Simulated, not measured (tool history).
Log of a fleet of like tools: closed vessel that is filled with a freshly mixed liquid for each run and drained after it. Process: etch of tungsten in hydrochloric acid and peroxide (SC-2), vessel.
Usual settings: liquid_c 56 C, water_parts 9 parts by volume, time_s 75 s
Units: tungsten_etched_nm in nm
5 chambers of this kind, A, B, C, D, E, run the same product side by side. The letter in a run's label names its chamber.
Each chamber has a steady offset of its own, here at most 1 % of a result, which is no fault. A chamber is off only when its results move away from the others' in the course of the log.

run	day	liquid_c	water_parts	time_s	read-back film thickness of the tungsten reference wafer, read on the same gauge (nm)	tungsten_etched_nm
1A	0.308	56	9	75	90.001	28.194
2E	0.796	56	9	75	90.029	28.37
3C	1.254	56	9	75	90.034	28.739
4B	1.475	56	9	75	89.987	27.822
5D	1.796	56	9	75	90.005	28.535
6E	2.254	56	9	75	89.968	28.19
7D	2.567	56	9	75	90.035	28.465
8B	2.971	56	9	75	90.005	28.624
9A	3.362	56	9	75	89.997	28.668
10C	3.838	56	9	75	90.011	28.785
11D	4.154	56	11.5	55	89.991	17.024
12C	4.371	56	11.5	55	89.99	16.917
13B	4.854	56	11.5	55	90.031	16.592
14A	5.321	56	11.5	55	90.013	16.842
# day 5.617: chamber E: new drum of peroxide connected
15E	5.729	56	11.5	55	89.987	17.131
16C	6.042	56	9	75	89.987	28.405
17A	6.275	56	9	75	89.972	28.487
18E	6.692	56	9	75	89.987	28.354
19B	7.154	56	9	75	90.023	28.492
20D	7.512	56	9	75	90.008	28.546
21E	7.892	56	9	75	90.011	28.518
# day 8.083: chamber B: new drum of peroxide connected
22C	8.279	56	9	75	89.958	27.429
23B	8.754	56	9	75	89.999	28.375
24D	9.012	56	10.5	75	90.006	24.881
25A	9.412	56	10.5	75	90.016	24.944
26C	9.875	56	10.5	75	90.012	23.628
# day 10.138: chamber D: thermometer replaced
27B	10.242	56	10.5	75	89.998	25.023
28A	10.596	56	10.5	75	89.978	24.977
29E	10.846	56	9	75	90.001	28.424
30D	11.058	56	12	55	89.971	16.534
31D	11.317	56	12	55	89.976	16.459
32E	11.729	56	12	55	89.994	16.589
33C	12.146	56	12	55	89.958	15.102
34A	12.533	56	12	55	90.009	16.53
35B	12.767	56	9	75	90.003	28.076
36E	13.133	56	9	75	89.985	28.603
37B	13.496	56	9	75	89.987	28.014
38A	13.954	56	9	75	90.012	28.299
39D	14.221	56	9	75	90.011	28.475
40C	14.471	56	9	75	89.996	26.249
41C	14.7	56	9	75	90.014	25.568
42D	15.046	56	9	75	90.009	28.406

Is one chamber off against the others, does the gauge drift, or is nothing wrong? If a chamber is off, say which, and what the likeliest cause is.

Chamber C drifts away from the others.
Cause: liquid colder than its thermometer reads (K) = 1.68.
The log may not tell that from: chemicals flow below the setpoint (%).

Here are 4 candidates for chamber C's next run, each the usual settings with a change, their results left as question marks. Which one brings its results back in line with what the others give on the usual settings?
In line means no further than this from the other chambers' mean on the usual settings: tungsten_etched_nm 0.98 nm
43C-1	15.396	56	8.5	80		?
43C-2	15.396	56	9.5	75		?
43C-3	15.396	55.5	9	70		?
43C-4	15.396	56.5	9	75		?

The other chambers' mean on the usual settings: tungsten_etched_nm 28.364 nm
run	tungsten_etched_nm
43C-1	28.246
43C-2	24.212
43C-3	22.839
43C-4	26.146
43C-1 brings the chamber back in line.
